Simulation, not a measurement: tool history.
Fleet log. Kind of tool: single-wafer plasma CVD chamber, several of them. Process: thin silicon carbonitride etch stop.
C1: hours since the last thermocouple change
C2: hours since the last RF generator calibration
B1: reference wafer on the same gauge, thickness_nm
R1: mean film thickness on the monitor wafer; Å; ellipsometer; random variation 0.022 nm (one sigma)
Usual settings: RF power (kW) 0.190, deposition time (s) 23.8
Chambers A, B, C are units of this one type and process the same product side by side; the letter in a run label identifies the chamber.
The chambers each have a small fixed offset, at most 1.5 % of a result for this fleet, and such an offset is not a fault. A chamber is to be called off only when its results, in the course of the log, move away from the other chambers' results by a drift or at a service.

{"hour": 5.1, "done": "chamber B: RF generator calibrated"}
{"run": "1C", "hour": 5.7, "RF power (kW)": 0.19, "deposition time (s)": 23.8, "C1": 490.2, "C2": 2368.4, "B1": 15.604, "R1": 133.9}
{"run": "2A", "hour": 13.9, "RF power (kW)": 0.19, "deposition time (s)": 23.8, "C1": 1136.5, "C2": 213.3, "B1": 15.593, "R1": 133.4}
{"run": "3B", "hour": 24.1, "RF power (kW)": 0.19, "deposition time (s)": 23.8, "C1": 3041.6, "C2": 19.1, "B1": 15.59, "R1": 131.82}
{"run": "4B", "hour": 34.6, "RF power (kW)": 0.19, "deposition time (s)": 23.8, "C1": 3052.1, "C2": 29.6, "B1": 15.588, "R1": 131.29}
{"run": "5A", "hour": 39.5, "RF power (kW)": 0.19, "deposition time (s)": 23.8, "C1": 1162.1, "C2": 238.9, "B1": 15.579, "R1": 133.0}
{"run": "6C", "hour": 45.4, "RF power (kW)": 0.16, "deposition time (s)": 23.8, "C1": 529.9, "C2": 2408.1, "B1": 15.582, "R1": 126.99}
{"hour": 51.8, "done": "chamber B: thermocouple changed; heater temperature recalibrated"}
{"run": "7B", "hour": 52.5, "RF power (kW)": 0.16, "deposition time (s)": 23.8, "C1": 0.8, "C2": 47.5, "B1": 15.572, "R1": 124.81}
{"run": "8A", "hour": 60.1, "RF power (kW)": 0.16, "deposition time (s)": 23.8, "C1": 1182.7, "C2": 259.5, "B1": 15.567, "R1": 126.53}
{"run": "9C", "hour": 66.5, "RF power (kW)": 0.19, "deposition time (s)": 23.8, "C1": 551.0, "C2": 2429.2, "B1": 15.573, "R1": 133.69}
{"run": "10C", "hour": 76.7, "RF power (kW)": 0.19, "deposition time (s)": 23.8, "C1": 561.2, "C2": 2439.4, "B1": 15.561, "R1": 133.52}
{"run": "11A", "hour": 86.7, "RF power (kW)": 0.19, "deposition time (s)": 23.8, "C1": 1209.3, "C2": 286.1, "B1": 15.556, "R1": 133.15}
{"run": "12B", "hour": 94.4, "RF power (kW)": 0.19, "deposition time (s)": 23.8, "C1": 42.7, "C2": 89.4, "B1": 15.557, "R1": 131.68}
{"run": "13C", "hour": 104.0, "RF power (kW)": 0.19, "deposition time (s)": 23.8, "C1": 588.5, "C2": 2466.7, "B1": 15.549, "R1": 133.84}
{"hour": 104.3, "done": "chamber C: RF generator calibrated"}
{"run": "14B", "hour": 110.7, "RF power (kW)": 0.19, "deposition time (s)": 23.8, "C1": 59.0, "C2": 105.7, "B1": 15.547, "R1": 131.52}
{"hour": 115.1, "done": "chamber A: thermocouple changed; heater temperature recalibrated"}
{"run": "15A", "hour": 115.7, "RF power (kW)": 0.19, "deposition time (s)": 23.8, "C1": 0.6, "C2": 315.1, "B1": 15.55, "R1": 132.66}
{"run": "16C", "hour": 122.8, "RF power (kW)": 0.19, "deposition time (s)": 23.8, "C1": 607.3, "C2": 18.6, "B1": 15.54, "R1": 133.74}
{"run": "17B", "hour": 128.5, "RF power (kW)": 0.19, "deposition time (s)": 23.8, "C1": 76.8, "C2": 123.5, "B1": 15.541, "R1": 131.31}
{"run": "18A", "hour": 134.0, "RF power (kW)": 0.19, "deposition time (s)": 23.8, "C1": 18.9, "C2": 333.4, "B1": 15.543, "R1": 133.44}
{"run": "19C", "hour": 141.1, "RF power (kW)": 0.19, "deposition time (s)": 23.8, "C1": 625.6, "C2": 36.9, "B1": 15.534, "R1": 133.31}
{"run": "20A", "hour": 146.0, "RF power (kW)": 0.19, "deposition time (s)": 21.0, "C1": 30.9, "C2": 345.4, "B1": 15.529, "R1": 117.26}
{"run": "21B", "hour": 150.6, "RF power (kW)": 0.19, "deposition time (s)": 21.0, "C1": 98.9, "C2": 145.6, "B1": 15.528, "R1": 115.63}
{"run": "22B", "hour": 157.4, "RF power (kW)": 0.19, "deposition time (s)": 21.0, "C1": 105.7, "C2": 152.4, "B1": 15.531, "R1": 115.55}
{"run": "23C", "hour": 165.7, "RF power (kW)": 0.19, "deposition time (s)": 23.8, "C1": 650.2, "C2": 61.5, "B1": 15.524, "R1": 133.64}
{"run": "24A", "hour": 173.6, "RF power (kW)": 0.19, "deposition time (s)": 23.8, "C1": 58.5, "C2": 373.0, "B1": 15.52, "R1": 132.75}
{"run": "25B", "hour": 180.5, "RF power (kW)": 0.19, "deposition time (s)": 23.8, "C1": 128.8, "C2": 175.5, "B1": 15.518, "R1": 130.49}
{"run": "26A", "hour": 189.8, "RF power (kW)": 0.16, "deposition time (s)": 27.4, "C1": 74.7, "C2": 389.2, "B1": 15.513, "R1": 144.85}
{"run": "27C", "hour": 196.6, "RF power (kW)": 0.16, "deposition time (s)": 27.4, "C1": 681.1, "C2": 92.4, "B1": 15.509, "R1": 146.29}
{"run": "28C", "hour": 201.9, "RF power (kW)": 0.16, "deposition time (s)": 27.4, "C1": 686.4, "C2": 97.7, "B1": 15.502, "R1": 145.73}
{"run": "29B", "hour": 206.7, "RF power (kW)": 0.19, "deposition time (s)": 23.8, "C1": 155.0, "C2": 201.7, "B1": 15.499, "R1": 130.65}
{"run": "30A", "hour": 214.7, "RF power (kW)": 0.19, "deposition time (s)": 23.8, "C1": 99.6, "C2": 414.1, "B1": 15.495, "R1": 132.45}
{"run": "31B", "hour": 223.3, "RF power (kW)": 0.17, "deposition time (s)": 25.4, "C1": 171.6, "C2": 218.3, "B1": 15.5, "R1": 135.12}

The same settings go to every chamber for the next run, one line per chamber below. Forecast the results for each:
{"run": "32A", "hour": 230.9, "RF power (kW)": 0.175, "deposition time (s)": 23.8, "R1": "?"}
{"run": "32B", "hour": 230.9, "RF power (kW)": 0.175, "deposition time (s)": 23.8, "R1": "?"}
{"run": "32C", "hour": 230.9, "RF power (kW)": 0.175, "deposition time (s)": 23.8, "R1": "?"}

run=32A R1=129.71
run=32B R1=127.53
run=32C R1=129.89
